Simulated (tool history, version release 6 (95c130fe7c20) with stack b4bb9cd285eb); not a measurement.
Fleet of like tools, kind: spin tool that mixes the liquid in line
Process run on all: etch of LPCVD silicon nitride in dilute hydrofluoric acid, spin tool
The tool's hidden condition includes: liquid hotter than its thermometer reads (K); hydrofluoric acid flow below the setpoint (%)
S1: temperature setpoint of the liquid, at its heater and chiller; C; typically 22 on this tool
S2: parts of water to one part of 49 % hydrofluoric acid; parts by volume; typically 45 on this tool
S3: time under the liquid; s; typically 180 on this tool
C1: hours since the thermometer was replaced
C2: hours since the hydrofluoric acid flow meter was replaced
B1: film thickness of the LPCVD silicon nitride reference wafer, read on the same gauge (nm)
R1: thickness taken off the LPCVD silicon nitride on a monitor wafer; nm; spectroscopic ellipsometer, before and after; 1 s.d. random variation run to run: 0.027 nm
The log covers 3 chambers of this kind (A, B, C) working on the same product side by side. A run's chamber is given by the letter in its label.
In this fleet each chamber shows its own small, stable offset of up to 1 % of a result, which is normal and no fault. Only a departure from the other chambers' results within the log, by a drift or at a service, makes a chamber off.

run,hour,S1,S2,S3,C1,C2,B1,R1
1B,8.6,22,45,180,1043.4,892.8,90.01,1.6172
2C,12.6,22,45,180,407.7,461.2,89.994,1.6555
3A,20.5,22,45,180,467.7,42.2,89.994,1.6279
4B,24.4,22,45,180,1059.2,908.6,90.007,1.6023
5C,32.3,22,45,180,427.4,480.9,90.019,1.5979
6A,39.7,22,45,180,486.9,61.4,90.007,1.6674
7B,46,22,45,180,1080.8,930.2,90.006,1.5974
8A,50,22,45,180,497.2,71.7,89.998,1.6091
9C,57,22,45,135,452.1,505.6,89.993,1.2238
10C,62.8,22,45,135,457.9,511.4,90.012,1.2411
11B,69.1,22,45,135,1103.9,953.3,90.006,1.2528
12A,76.7,22,45,180,523.9,98.4,89.996,1.6016
# hour 77: chamber B: hydrofluoric acid flow meter replaced
# hour 77: chamber C: hydrofluoric acid flow meter replaced
13B,84.1,22,45,180,1118.9,7.2,90.009,1.6229
14A,89.9,22,45,180,537.1,111.6,90.012,1.6203
15C,97.1,22,45,180,492.2,20.2,89.997,1.622
16B,101.3,27,45,120,1136.1,24.4,89.994,1.5279
17A,108.4,27,45,120,555.6,130.1,89.99,1.5048
18C,114.5,27,45,120,509.6,37.6,89.983,1.5521
19C,119.1,22,45,180,514.2,42.2,90.014,1.646
20B,127,22,45,180,1161.8,50.1,89.994,1.5955
21A,132,22,45,180,579.2,153.7,90.002,1.6076
22C,137.9,22,55,180,533,61,90.001,1.338
23B,143.4,22,55,180,1178.2,66.5,89.982,1.3779
24A,147.2,22,55,180,594.4,168.9,89.977,1.3657
25A,154.2,22,45,180,601.4,175.9,89.989,1.6016
26C,158.4,22,45,180,553.5,81.5,89.998,1.6455
27B,163,22,45,180,1197.8,86.1,89.988,1.6176
28A,169.3,22,45,180,616.5,191,90,1.6406
29B,173.1,19,30,180,1207.9,96.2,89.997,1.9306
30C,177.3,19,30,180,572.4,100.4,89.988,1.971
31B,185.6,19,30,180,1220.4,108.7,89.999,1.9942
32C,189.7,22,45,180,584.8,112.8,90.002,1.5793
33A,197.5,22,45,180,644.7,219.2,90.009,1.6339
34B,201.5,22,55,180,1236.3,124.6,89.984,1.3298
35A,206.9,22,55,180,654.1,228.6,90.006,1.3352
36C,215.2,22,55,180,610.3,138.3,89.988,1.321
37A,219.8,22,45,180,667,241.5,89.997,1.624
38B,228,22,45,180,1262.8,151.1,90.005,1.6372
39C,233.1,22,45,180,628.2,156.2,89.988,1.6063
40C,237.6,22,45,180,632.7,160.7,89.995,1.6343
41A,243.8,22,45,180,691,265.5,90.011,1.591
42B,248,22,45,180,1282.8,171.1,90.015,1.614
43C,254.4,22,45,180,649.5,177.5,89.995,1.6492

Predict what each chamber gives when all 3 of them run the settings below next.
44A,260.6,22,45,120,,,,?
44B,260.6,22,45,120,,,,?
44C,260.6,22,45,120,,,,?

run,R1
44A,1.0647
44B,1.0494
44C,1.0988
